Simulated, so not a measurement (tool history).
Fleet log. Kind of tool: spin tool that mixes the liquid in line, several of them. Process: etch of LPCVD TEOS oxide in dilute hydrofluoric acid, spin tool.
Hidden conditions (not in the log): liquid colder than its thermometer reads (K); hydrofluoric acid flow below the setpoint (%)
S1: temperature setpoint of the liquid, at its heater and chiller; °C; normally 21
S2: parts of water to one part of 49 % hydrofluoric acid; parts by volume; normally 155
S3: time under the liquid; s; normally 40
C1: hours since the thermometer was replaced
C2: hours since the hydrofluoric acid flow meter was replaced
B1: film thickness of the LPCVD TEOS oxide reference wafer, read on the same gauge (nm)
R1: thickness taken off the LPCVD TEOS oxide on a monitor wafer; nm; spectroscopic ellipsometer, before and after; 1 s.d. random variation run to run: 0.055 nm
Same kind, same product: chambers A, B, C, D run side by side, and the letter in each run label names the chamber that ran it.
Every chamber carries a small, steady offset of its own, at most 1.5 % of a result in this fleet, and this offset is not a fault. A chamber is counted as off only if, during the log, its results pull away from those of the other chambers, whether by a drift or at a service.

| run | hour | S1 | S2 | S3 | C1 | C2 | B1 | R1 |
|---|---|---|---|---|---|---|---|---|
| 1D | 7.4 | 21 | 155 | 40 | 688.6 | 555.4 | 29.937 | 6.2333 |
| 2A | 13.0 | 21 | 155 | 40 | 120.9 | 1554.5 | 30.025 | 6.2118 |
|  | 18.0 | chamber A: hydrofluoric acid flow meter replaced |
| 3C | 21.2 | 21 | 155 | 40 | 695.3 | 1959.7 | 30.012 | 6.1251 |
| 4B | 26.1 | 21 | 155 | 40 | 1812.0 | 30.4 | 29.941 | 6.2203 |
|  | 31.8 | chamber C: hydrofluoric acid flow meter replaced |
| 5D | 33.0 | 21 | 155 | 40 | 714.2 | 581.0 | 30.032 | 6.0805 |
| 6A | 38.9 | 21 | 155 | 40 | 146.8 | 21.0 | 29.998 | 6.2512 |
| 7C | 42.8 | 21 | 155 | 40 | 716.9 | 11.1 | 29.983 | 6.1830 |
| 8B | 51.2 | 21 | 155 | 40 | 1837.1 | 55.5 | 29.988 | 6.1421 |
| 9B | 54.8 | 21 | 155 | 40 | 1840.7 | 59.1 | 29.954 | 6.1935 |
| 10D | 59.3 | 21 | 85 | 30 | 740.5 | 607.3 | 29.995 | 9.1317 |
| 11A | 64.1 | 21 | 85 | 30 | 172.0 | 46.2 | 29.977 | 9.3040 |
| 12C | 68.6 | 21 | 85 | 30 | 742.7 | 36.9 | 30.011 | 9.0641 |
| 13C | 73.8 | 21 | 85 | 30 | 747.9 | 42.1 | 29.987 | 8.8632 |
| 14B | 82.0 | 21 | 230 | 20 | 1867.9 | 86.3 | 29.982 | 1.9575 |
| 15D | 87.1 | 21 | 230 | 20 | 768.3 | 635.1 | 29.998 | 1.8391 |
| 16A | 93.1 | 21 | 230 | 20 | 201.0 | 75.2 | 30.048 | 1.9835 |
| 17D | 97.5 | 21 | 230 | 20 | 778.7 | 645.5 | 30.014 | 1.8617 |
| 18A | 101.2 | 21 | 155 | 40 | 209.1 | 83.3 | 30.023 | 6.2057 |
|  | 101.8 | chamber D: hydrofluoric acid flow meter replaced |
| 19B | 107.3 | 21 | 155 | 40 | 1893.2 | 111.6 | 29.977 | 6.2675 |
| 20C | 115.2 | 21 | 155 | 40 | 789.3 | 83.5 | 29.980 | 6.2206 |
| 21C | 122.6 | 21 | 155 | 40 | 796.7 | 90.9 | 29.997 | 6.1727 |
| 22A | 126.4 | 21 | 155 | 40 | 234.3 | 108.5 | 30.023 | 6.1681 |
| 23B | 133.9 | 21 | 155 | 40 | 1919.8 | 138.2 | 29.994 | 6.1882 |
| 24D | 138.6 | 21 | 155 | 40 | 819.8 | 36.8 | 29.951 | 5.8228 |
| 25A | 144.8 | 21 | 155 | 60 | 252.7 | 126.9 | 29.992 | 9.3666 |
| 26D | 151.3 | 21 | 155 | 60 | 832.5 | 49.5 | 29.991 | 8.7598 |
| 27C | 158.5 | 21 | 155 | 60 | 832.6 | 126.8 | 30.008 | 9.1648 |

Has any chamber moved away from the others, gradually or after a service, or does the common gauge drift, or do the chambers differ only by their own small steady offsets? State the chamber and the most likely cause if one applies.

One chamber, D, drifts off from the rest bit by bit.
What lies behind it: liquid colder than its thermometer reads (K) = 1.59.

Below are 4 candidate recipes for chamber D's next run, each the usual settings with a change, their results shown as question marks. Which of them brings D's results back in line with what the other chambers give on the usual settings?
In line here means within this much of the mean the other chambers give on the usual settings: R1 0.1900 nm
| 28D-1 | 164.5 | 23 | 155 | 40 |  |  |  | ? |
| 28D-2 | 164.5 | 21 | 165 | 40 |  |  |  | ? |
| 28D-3 | 164.5 | 21 | 155 | 35 |  |  |  | ? |
| 28D-4 | 164.5 | 21 | 140 | 40 |  |  |  | ? |

The other chambers' mean on the usual settings: R1 6.1918 nm
| run | R1 |
|---|---|
| 28D-1 | 6.2603 |
| 28D-2 | 5.3712 |
| 28D-3 | 5.0576 |
| 28D-4 | 6.5070 |
It is 28D-1 that realigns the chamber with its peers.
